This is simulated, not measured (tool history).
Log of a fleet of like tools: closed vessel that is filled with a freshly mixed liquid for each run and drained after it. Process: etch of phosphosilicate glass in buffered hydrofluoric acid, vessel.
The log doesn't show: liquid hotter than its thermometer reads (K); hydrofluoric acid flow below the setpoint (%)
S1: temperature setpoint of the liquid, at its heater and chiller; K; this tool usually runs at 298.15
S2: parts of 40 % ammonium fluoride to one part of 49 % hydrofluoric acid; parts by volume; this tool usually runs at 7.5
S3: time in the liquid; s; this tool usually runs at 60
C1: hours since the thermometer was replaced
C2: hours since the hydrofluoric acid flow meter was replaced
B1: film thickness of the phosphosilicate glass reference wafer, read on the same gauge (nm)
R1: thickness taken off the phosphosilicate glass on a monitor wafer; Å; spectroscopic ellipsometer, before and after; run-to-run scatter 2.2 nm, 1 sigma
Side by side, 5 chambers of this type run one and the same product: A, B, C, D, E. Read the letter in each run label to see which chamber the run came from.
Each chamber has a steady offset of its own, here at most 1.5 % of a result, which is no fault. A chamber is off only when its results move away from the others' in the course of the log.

| run | hour | S1 | S2 | S3 | C1 | C2 | B1 | R1 |
|---|---|---|---|---|---|---|---|---|
| 1D | 6.2 | 298.15 | 7.5 | 60 | 348.7 | 1258.8 | 79.996 | 2849.0 |
| 2B | 13.2 | 298.15 | 7.5 | 60 | 728.5 | 862.6 | 80.021 | 2866.6 |
| 3A | 19.6 | 298.15 | 7.5 | 60 | 477.8 | 851.3 | 80.040 | 2803.5 |
| 4C | 27.0 | 298.15 | 7.5 | 60 | 1339.2 | 333.3 | 80.004 | 2833.1 |
| 5E | 33.0 | 298.15 | 7.5 | 40 | 1182.5 | 407.5 | 80.009 | 1893.6 |
| 6E | 40.7 | 298.15 | 7.5 | 40 | 1190.2 | 415.2 | 80.026 | 1886.5 |
| 7D | 45.5 | 298.15 | 7.5 | 40 | 388.0 | 1298.1 | 80.021 | 1910.5 |
| 8A | 52.9 | 298.15 | 7.5 | 40 | 511.1 | 884.6 | 80.016 | 1908.1 |
| 9C | 62.9 | 298.15 | 7.5 | 40 | 1375.1 | 369.2 | 79.980 | 1926.6 |
| 10B | 71.9 | 298.15 | 7.5 | 60 | 787.2 | 921.3 | 79.997 | 2885.7 |
| 11E | 76.2 | 298.15 | 7.5 | 60 | 1225.7 | 450.7 | 80.024 | 2867.8 |
| 12D | 84.9 | 303.15 | 7.5 | 40 | 427.4 | 1337.5 | 80.004 | 2502.8 |
| 13C | 94.0 | 303.15 | 7.5 | 40 | 1406.2 | 400.3 | 79.997 | 2548.2 |
|  | 95.2 | chamber E: hydrofluoric acid flow meter replaced |
| 14B | 99.5 | 303.15 | 7.5 | 40 | 814.8 | 948.9 | 79.977 | 2547.9 |
| 15A | 105.5 | 303.15 | 7.5 | 40 | 563.7 | 937.2 | 79.997 | 2495.3 |
| 16A | 110.1 | 303.15 | 7.5 | 40 | 568.3 | 941.8 | 80.001 | 2497.8 |
| 17B | 118.2 | 298.15 | 7.5 | 60 | 833.5 | 967.6 | 80.002 | 2875.9 |
| 18D | 126.8 | 298.15 | 7.5 | 60 | 469.3 | 1379.4 | 79.994 | 2892.6 |
| 19E | 132.2 | 298.15 | 7.5 | 60 | 1281.7 | 37.0 | 80.005 | 2842.2 |
| 20C | 139.3 | 298.15 | 7.5 | 60 | 1451.5 | 445.6 | 79.992 | 2913.9 |
| 21B | 147.1 | 298.15 | 7.5 | 60 | 862.4 | 996.5 | 79.998 | 2885.4 |
| 22D | 155.9 | 298.15 | 7.5 | 60 | 498.4 | 1408.5 | 80.032 | 2847.0 |
| 23C | 160.8 | 298.15 | 7.5 | 60 | 1473.0 | 467.1 | 79.981 | 3003.9 |
| 24A | 166.5 | 298.15 | 7.5 | 60 | 624.7 | 998.2 | 80.026 | 2856.7 |
| 25E | 176.3 | 298.15 | 7.5 | 60 | 1325.8 | 81.1 | 80.021 | 2875.3 |
| 26E | 184.9 | 298.15 | 7.5 | 60 | 1334.4 | 89.7 | 79.972 | 2844.0 |
| 27B | 191.5 | 298.15 | 7.5 | 60 | 906.8 | 1040.9 | 79.968 | 2926.3 |
| 28D | 201.4 | 298.15 | 7.5 | 60 | 543.9 | 1454.0 | 79.998 | 2847.7 |
| 29C | 207.8 | 298.15 | 7.5 | 60 | 1520.0 | 514.1 | 80.000 | 3073.1 |
| 30A | 214.1 | 298.15 | 7.5 | 60 | 672.3 | 1045.8 | 79.996 | 2846.5 |
| 31A | 218.8 | 298.15 | 7.5 | 60 | 677.0 | 1050.5 | 80.002 | 2843.7 |
| 32D | 224.2 | 298.15 | 7.5 | 60 | 566.7 | 1476.8 | 80.004 | 2862.1 |
| 33C | 230.9 | 298.15 | 10.0 | 60 | 1543.1 | 537.2 | 80.002 | 2419.1 |
| 34E | 236.9 | 298.15 | 10.0 | 60 | 1386.4 | 141.7 | 79.971 | 2174.6 |
| 35B | 244.1 | 298.15 | 10.0 | 60 | 959.4 | 1093.5 | 80.006 | 2191.3 |

Has any chamber moved away from the others, gradually or after a service, or does the common gauge drift, or do the chambers differ only by their own small steady offsets? State the chamber and the most likely cause if one applies.

Little by little, chamber C moves away from the other chambers.
Most likely cause: liquid hotter than its thermometer reads (K) = 1.82.
From this log alone, it may not be told apart from: hydrofluoric acid flow above the setpoint (%).

Below are 4 candidate recipes for chamber C's next run, each the usual settings with a change, their results shown as question marks. Which of them brings C's results back in line with what the other chambers give on the usual settings?
Maximum distance from the other chambers' mean on the usual settings for a result to count as in line: R1 78.0 Å
| 36C-1 | 251.3 | 298.65 | 7.5 | 60 |  |  |  | ? |
| 36C-2 | 251.3 | 297.65 | 7.5 | 60 |  |  |  | ? |
| 36C-3 | 251.3 | 298.15 | 7.5 | 55 |  |  |  | ? |
| 36C-4 | 251.3 | 298.15 | 7.5 | 65 |  |  |  | ? |

Mean of the other chambers on the usual settings: R1 2861.4 Å
| run | R1 |
|---|---|
| 36C-1 | 3212.1 |
| 36C-2 | 3043.3 |
| 36C-3 | 2866.9 |
| 36C-4 | 3388.2 |
36C-3 puts the chamber back in line with the other chambers.
